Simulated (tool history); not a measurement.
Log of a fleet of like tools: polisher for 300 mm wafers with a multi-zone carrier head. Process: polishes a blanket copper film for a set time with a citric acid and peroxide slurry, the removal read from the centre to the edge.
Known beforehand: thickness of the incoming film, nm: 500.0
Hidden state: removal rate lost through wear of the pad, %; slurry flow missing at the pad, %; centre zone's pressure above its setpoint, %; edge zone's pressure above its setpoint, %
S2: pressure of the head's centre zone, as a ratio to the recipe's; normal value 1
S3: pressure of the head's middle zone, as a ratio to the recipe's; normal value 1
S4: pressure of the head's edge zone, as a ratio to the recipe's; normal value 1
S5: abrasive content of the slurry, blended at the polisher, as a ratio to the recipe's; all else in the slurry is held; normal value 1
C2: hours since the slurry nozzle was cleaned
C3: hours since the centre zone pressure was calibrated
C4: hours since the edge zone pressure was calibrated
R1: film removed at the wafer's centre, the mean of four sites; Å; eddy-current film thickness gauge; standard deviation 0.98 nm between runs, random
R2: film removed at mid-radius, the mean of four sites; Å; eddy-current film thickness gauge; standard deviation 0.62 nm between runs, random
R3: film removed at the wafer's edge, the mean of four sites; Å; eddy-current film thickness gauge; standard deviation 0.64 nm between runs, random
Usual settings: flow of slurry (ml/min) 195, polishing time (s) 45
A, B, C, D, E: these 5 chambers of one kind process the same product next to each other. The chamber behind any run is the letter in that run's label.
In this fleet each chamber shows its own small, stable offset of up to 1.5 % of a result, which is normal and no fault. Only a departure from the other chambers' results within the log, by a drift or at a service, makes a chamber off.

{"hour": 1.5, "done": "chamber D: worn pad replaced by a new one"}
{"hour": 3.4, "done": "chamber B: worn pad replaced by a new one"}
{"run": "1A", "hour": 6.9, "flow of slurry (ml/min)": 195, "S2": 1, "S3": 1, "S4": 1, "S5": 1, "polishing time (s)": 45, "wafers polished on this pad": 730, "C2": 12, "C3": 782.3, "C4": 75.7, "R1": 806.59, "R2": 813, "R3": 804.48}
{"hour": 13.8, "done": "chamber C: worn pad replaced by a new one"}
{"run": "2E", "hour": 15.9, "flow of slurry (ml/min)": 195, "S2": 1, "S3": 1, "S4": 1, "S5": 1, "polishing time (s)": 45, "wafers polished on this pad": 649, "C2": 93.9, "C3": 456.7, "C4": 299.2, "R1": 799.45, "R2": 807.85, "R3": 802.17}
{"run": "3C", "hour": 27.0, "flow of slurry (ml/min)": 195, "S2": 1, "S3": 1, "S4": 1, "S5": 1, "polishing time (s)": 45, "wafers polished on this pad": 199, "C2": 108.1, "C3": 205.5, "C4": 783.9, "R1": 800.27, "R2": 779.83, "R3": 805.36}
{"hour": 40.0, "done": "chamber A: worn pad replaced by a new one"}
{"run": "4B", "hour": 42.0, "flow of slurry (ml/min)": 195, "S2": 1, "S3": 1, "S4": 1, "S5": 1, "polishing time (s)": 45, "wafers polished on this pad": 579, "C2": 42.7, "C3": 457.2, "C4": 1156.8, "R1": 797.73, "R2": 784.83, "R3": 801.15}
{"hour": 44.7, "done": "chamber B: edge zone pressure recalibrated"}
{"run": "5D", "hour": 51.1, "flow of slurry (ml/min)": 195, "S2": 1, "S3": 1, "S4": 1, "S5": 1, "polishing time (s)": 45, "wafers polished on this pad": 743, "C2": 136, "C3": 530.7, "C4": 126.4, "R1": 817.01, "R2": 816.8, "R3": 804.48}
{"run": "6A", "hour": 66.5, "flow of slurry (ml/min)": 195, "S2": 1, "S3": 1, "S4": 1, "S5": 1, "polishing time (s)": 45, "wafers polished on this pad": 397, "C2": 71.6, "C3": 841.9, "C4": 135.3, "R1": 801.41, "R2": 786.62, "R3": 786.96}
{"hour": 69.6, "done": "chamber E: worn pad replaced by a new one"}
{"run": "7C", "hour": 77.2, "flow of slurry (ml/min)": 195, "S2": 1, "S3": 1, "S4": 1, "S5": 1, "polishing time (s)": 45, "wafers polished on this pad": 951, "C2": 158.3, "C3": 255.7, "C4": 834.1, "R1": 816.61, "R2": 795.45, "R3": 809.56}
{"hour": 79.4, "done": "chamber D: worn pad replaced by a new one"}
{"hour": 84.5, "done": "chamber B: worn pad replaced by a new one"}
{"run": "8B", "hour": 85.1, "flow of slurry (ml/min)": 195, "S2": 1, "S3": 1, "S4": 1, "S5": 1, "polishing time (s)": 45, "wafers polished on this pad": 10, "C2": 85.8, "C3": 500.3, "C4": 40.5, "R1": 801.74, "R2": 802.89, "R3": 805.59}
{"hour": 97.4, "done": "chamber C: worn pad replaced by a new one"}
{"run": "9E", "hour": 99.4, "flow of slurry (ml/min)": 195, "S2": 1, "S3": 1, "S4": 1, "S5": 1, "polishing time (s)": 45, "wafers polished on this pad": 446, "C2": 177.4, "C3": 540.2, "C4": 382.7, "R1": 796.66, "R2": 806.49, "R3": 802.48}
{"run": "10D", "hour": 106.9, "flow of slurry (ml/min)": 195, "S2": 1, "S3": 1, "S4": 1, "S5": 1, "polishing time (s)": 45, "wafers polished on this pad": 413, "C2": 191.8, "C3": 586.5, "C4": 182.2, "R1": 777.56, "R2": 817.31, "R3": 808.05}
{"run": "11B", "hour": 116.6, "flow of slurry (ml/min)": 195, "S2": 1, "S3": 1, "S4": 1, "S5": 1, "polishing time (s)": 45, "wafers polished on this pad": 482, "C2": 117.3, "C3": 531.8, "C4": 72, "R1": 814.64, "R2": 797.41, "R3": 792.12}
{"run": "12C", "hour": 127.8, "flow of slurry (ml/min)": 195, "S2": 1, "S3": 1, "S4": 1, "S5": 1, "polishing time (s)": 45, "wafers polished on this pad": 457, "C2": 208.9, "C3": 306.3, "C4": 884.7, "R1": 806.18, "R2": 798.48, "R3": 807.72}
{"hour": 130.4, "done": "chamber C: slurry nozzle cleaned"}
{"hour": 138.5, "done": "chamber A: worn pad replaced by a new one"}
{"hour": 141.9, "done": "chamber E: edge zone pressure recalibrated"}
{"run": "13E", "hour": 143.4, "flow of slurry (ml/min)": 195, "S2": 1, "S3": 1, "S4": 1, "S5": 1, "polishing time (s)": 45, "wafers polished on this pad": 1106, "C2": 221.4, "C3": 584.2, "C4": 1.6, "R1": 801.04, "R2": 802.11, "R3": 807.67}
{"hour": 151.0, "done": "chamber B: centre zone pressure recalibrated"}
{"run": "14D", "hour": 151.7, "flow of slurry (ml/min)": 150, "S2": 1, "S3": 1, "S4": 1, "S5": 1, "polishing time (s)": 45, "wafers polished on this pad": 1084, "C2": 236.6, "C3": 631.3, "C4": 227, "R1": 757.6, "R2": 783.04, "R3": 792.59}
{"hour": 154.3, "done": "chamber D: worn pad replaced by a new one"}
{"hour": 158.5, "done": "chamber E: worn pad replaced by a new one"}
{"run": "15A", "hour": 162.4, "flow of slurry (ml/min)": 150, "S2": 1, "S3": 1, "S4": 1, "S5": 1, "polishing time (s)": 45, "wafers polished on this pad": 358, "C2": 167.5, "C3": 937.8, "C4": 231.2, "R1": 760.84, "R2": 751.37, "R3": 776.3}
{"hour": 162.8, "done": "chamber B: worn pad replaced by a new one"}
{"run": "16C", "hour": 170.7, "flow of slurry (ml/min)": 150, "S2": 1, "S3": 1, "S4": 1, "S5": 1, "polishing time (s)": 45, "wafers polished on this pad": 1100, "C2": 40.3, "C3": 349.2, "C4": 927.6, "R1": 771.73, "R2": 763.94, "R3": 785.99}
{"hour": 180.1, "done": "chamber C: worn pad replaced by a new one"}
{"hour": 180.2, "done": "chamber C: edge zone pressure recalibrated"}
{"run": "17B", "hour": 180.3, "flow of slurry (ml/min)": 150, "S2": 1, "S3": 1, "S4": 1, "S5": 1, "polishing time (s)": 45, "wafers polished on this pad": 263, "C2": 181, "C3": 29.4, "C4": 135.7, "R1": 778.26, "R2": 760.95, "R3": 773.49}
{"run": "18D", "hour": 190.4, "flow of slurry (ml/min)": 150, "S2": 1, "S3": 1, "S4": 1, "S5": 1, "polishing time (s)": 45, "wafers polished on this pad": 541, "C2": 275.3, "C3": 670, "C4": 265.7, "R1": 753.01, "R2": 781.54, "R3": 776.53}
{"run": "19E", "hour": 200.4, "flow of slurry (ml/min)": 220, "S2": 1, "S3": 1, "S4": 1, "S5": 1, "polishing time (s)": 36, "wafers polished on this pad": 628, "C2": 278.4, "C3": 641.2, "C4": 58.6, "R1": 637.62, "R2": 654.58, "R3": 650.71}
{"hour": 201.6, "done": "chamber B: slurry nozzle cleaned"}
{"run": "20A", "hour": 209.5, "flow of slurry (ml/min)": 220, "S2": 1, "S3": 1, "S4": 1, "S5": 1, "polishing time (s)": 36, "wafers polished on this pad": 1064, "C2": 214.6, "C3": 984.9, "C4": 278.3, "R1": 649.51, "R2": 654.9, "R3": 650.18}
{"run": "21B", "hour": 219.8, "flow of slurry (ml/min)": 220, "S2": 1, "S3": 1, "S4": 1, "S5": 1, "polishing time (s)": 36, "wafers polished on this pad": 855, "C2": 18.2, "C3": 68.9, "C4": 175.2, "R1": 641.72, "R2": 647.45, "R3": 640.84}
{"hour": 221.6, "done": "chamber A: worn pad replaced by a new one"}
{"hour": 231.8, "done": "chamber D: worn pad replaced by a new one"}
{"run": "22E", "hour": 235.3, "flow of slurry (ml/min)": 220, "S2": 1, "S3": 1, "S4": 1, "S5": 1, "polishing time (s)": 36, "wafers polished on this pad": 1152, "C2": 313.3, "C3": 676.1, "C4": 93.5, "R1": 636.52, "R2": 656.33, "R3": 651.48}
{"hour": 243.6, "done": "chamber B: worn pad replaced by a new one"}
{"hour": 246.0, "done": "chamber E: worn pad replaced by a new one"}
{"run": "23D", "hour": 249.6, "flow of slurry (ml/min)": 220, "S2": 1, "S3": 1, "S4": 1, "S5": 1, "polishing time (s)": 36, "wafers polished on this pad": 267, "C2": 334.5, "C3": 729.2, "C4": 324.9, "R1": 672.79, "R2": 662.57, "R3": 654.19}
{"run": "24C", "hour": 256.6, "flow of slurry (ml/min)": 195, "S2": 1, "S3": 1, "S4": 1, "S5": 1, "polishing time (s)": 45, "wafers polished on this pad": 1147, "C2": 126.2, "C3": 435.1, "C4": 76.5, "R1": 812.87, "R2": 788.66, "R3": 814.96}
{"run": "25A", "hour": 269.9, "flow of slurry (ml/min)": 195, "S2": 1, "S3": 1, "S4": 1, "S5": 1, "polishing time (s)": 45, "wafers polished on this pad": 725, "C2": 275, "C3": 1045.3, "C4": 338.7, "R1": 803.39, "R2": 794.68, "R3": 805.31}
{"hour": 279.9, "done": "chamber C: worn pad replaced by a new one"}
{"hour": 282.8, "done": "chamber D: edge zone pressure recalibrated"}
{"run": "26D", "hour": 285.3, "flow of slurry (ml/min)": 195, "S2": 1, "S3": 1, "S4": 1, "S5": 1, "polishing time (s)": 45, "wafers polished on this pad": 802, "C2": 370.2, "C3": 764.9, "C4": 2.5, "R1": 802.09, "R2": 803.38, "R3": 817.37}
{"run": "27A", "hour": 300.6, "flow of slurry (ml/min)": 195, "S2": 1, "S3": 1, "S4": 1, "S5": 1, "polishing time (s)": 45, "wafers polished on this pad": 1185, "C2": 305.7, "C3": 1076, "C4": 369.4, "R1": 798.49, "R2": 805.04, "R3": 805.38}
{"run": "28C", "hour": 316.2, "flow of slurry (ml/min)": 195, "S2": 1, "S3": 1, "S4": 1, "S5": 1, "polishing time (s)": 55, "wafers polished on this pad": 544, "C2": 185.8, "C3": 494.7, "C4": 136.1, "R1": 978.44, "R2": 966.25, "R3": 967.18}
{"hour": 319.0, "done": "chamber D: worn pad replaced by a new one"}
{"hour": 319.7, "done": "chamber A: worn pad replaced by a new one"}
{"run": "29B", "hour": 327.6, "flow of slurry (ml/min)": 195, "S2": 1, "S3": 1, "S4": 1, "S5": 1, "polishing time (s)": 55, "wafers polished on this pad": 1260, "C2": 126, "C3": 176.7, "C4": 283, "R1": 976.84, "R2": 966.5, "R3": 980.83}
{"hour": 333.2, "done": "chamber E: worn pad replaced by a new one"}
{"hour": 339.3, "done": "chamber B: worn pad replaced by a new one"}
{"run": "30E", "hour": 341.4, "flow of slurry (ml/min)": 195, "S2": 1, "S3": 1, "S4": 1, "S5": 1, "polishing time (s)": 55, "wafers polished on this pad": 123, "C2": 419.4, "C3": 782.2, "C4": 199.6, "R1": 982.11, "R2": 980.3, "R3": 965.87}
{"run": "31A", "hour": 350.9, "flow of slurry (ml/min)": 195, "S2": 1, "S3": 1, "S4": 1, "S5": 1, "polishing time (s)": 55, "wafers polished on this pad": 468, "C2": 356, "C3": 1126.3, "C4": 419.7, "R1": 998.46, "R2": 975.64, "R3": 970.52}
{"hour": 358.0, "done": "chamber C: slurry nozzle cleaned"}
{"run": "32D", "hour": 366.0, "flow of slurry (ml/min)": 195, "S2": 1, "S3": 1, "S4": 1, "S5": 1, "polishing time (s)": 55, "wafers polished on this pad": 705, "C2": 450.9, "C3": 845.6, "C4": 83.2, "R1": 1001, "R2": 981.44, "R3": 978.53}
{"hour": 374.1, "done": "chamber C: worn pad replaced by a new one"}
{"run": "33B", "hour": 377.2, "flow of slurry (ml/min)": 195, "S2": 1, "S3": 1, "S4": 1, "S5": 1, "polishing time (s)": 45, "wafers polished on this pad": 568, "C2": 175.6, "C3": 226.3, "C4": 332.6, "R1": 811.66, "R2": 799.99, "R3": 801.08}
{"run": "34C", "hour": 385.7, "flow of slurry (ml/min)": 195, "S2": 1, "S3": 1, "S4": 1, "S5": 1, "polishing time (s)": 45, "wafers polished on this pad": 174, "C2": 27.8, "C3": 564.2, "C4": 205.6, "R1": 801.56, "R2": 801.45, "R3": 806.12}
{"hour": 398.9, "done": "chamber A: worn pad replaced by a new one"}
{"run": "35E", "hour": 400.0, "flow of slurry (ml/min)": 195, "S2": 1, "S3": 1, "S4": 1, "S5": 1, "polishing time (s)": 45, "wafers polished on this pad": 1002, "C2": 478, "C3": 840.8, "C4": 258.2, "R1": 801.48, "R2": 790.25, "R3": 799.8}
{"hour": 402.7, "done": "chamber A: centre zone pressure recalibrated"}
{"run": "36A", "hour": 413.1, "flow of slurry (ml/min)": 195, "S2": 1, "S3": 1, "S4": 1, "S5": 1, "polishing time (s)": 45, "wafers polished on this pad": 213, "C2": 418.2, "C3": 10.5, "C4": 481.9, "R1": 791.33, "R2": 813.87, "R3": 812.38}
{"hour": 414.9, "done": "chamber D: worn pad replaced by a new one"}
{"run": "37D", "hour": 421.7, "flow of slurry (ml/min)": 195, "S2": 1, "S3": 1, "S4": 1, "S5": 1, "polishing time (s)": 45, "wafers polished on this pad": 102, "C2": 506.6, "C3": 901.3, "C4": 138.9, "R1": 807.31, "R2": 810.13, "R3": 812.96}
{"hour": 430.3, "done": "chamber E: worn pad replaced by a new one"}
{"run": "38E", "hour": 435.9, "flow of slurry (ml/min)": 195, "S2": 1, "S3": 1, "S4": 1, "S5": 1, "polishing time (s)": 45, "wafers polished on this pad": 85, "C2": 513.9, "C3": 876.7, "C4": 294.1, "R1": 802.78, "R2": 803.77, "R3": 795.43}

Next, every chamber runs the same settings. What will each give?
{"run": "39A", "hour": 447.1, "flow of slurry (ml/min)": 195, "S2": 1, "S3": 1, "S4": 1, "S5": 1, "polishing time (s)": 45, "R1": "?", "R2": "?", "R3": "?"}
{"run": "39B", "hour": 447.1, "flow of slurry (ml/min)": 195, "S2": 1, "S3": 1, "S4": 1, "S5": 1, "polishing time (s)": 45, "R1": "?", "R2": "?", "R3": "?"}
{"run": "39C", "hour": 447.1, "flow of slurry (ml/min)": 195, "S2": 1, "S3": 1, "S4": 1, "S5": 1, "polishing time (s)": 45, "R1": "?", "R2": "?", "R3": "?"}
{"run": "39D", "hour": 447.1, "flow of slurry (ml/min)": 195, "S2": 1, "S3": 1, "S4": 1, "S5": 1, "polishing time (s)": 45, "R1": "?", "R2": "?", "R3": "?"}
{"run": "39E", "hour": 447.1, "flow of slurry (ml/min)": 195, "S2": 1, "S3": 1, "S4": 1, "S5": 1, "polishing time (s)": 45, "R1": "?", "R2": "?", "R3": "?"}

run=39A R1=799.62 R2=805.06 R3=797.22
run=39B R1=791.68 R2=800.77 R3=788.74
run=39C R1=819.01 R2=799.26 R3=808.03
run=39D R1=792.99 R2=807.4 R3=805.61
run=39E R1=792.44 R2=798.4 R3=799.44
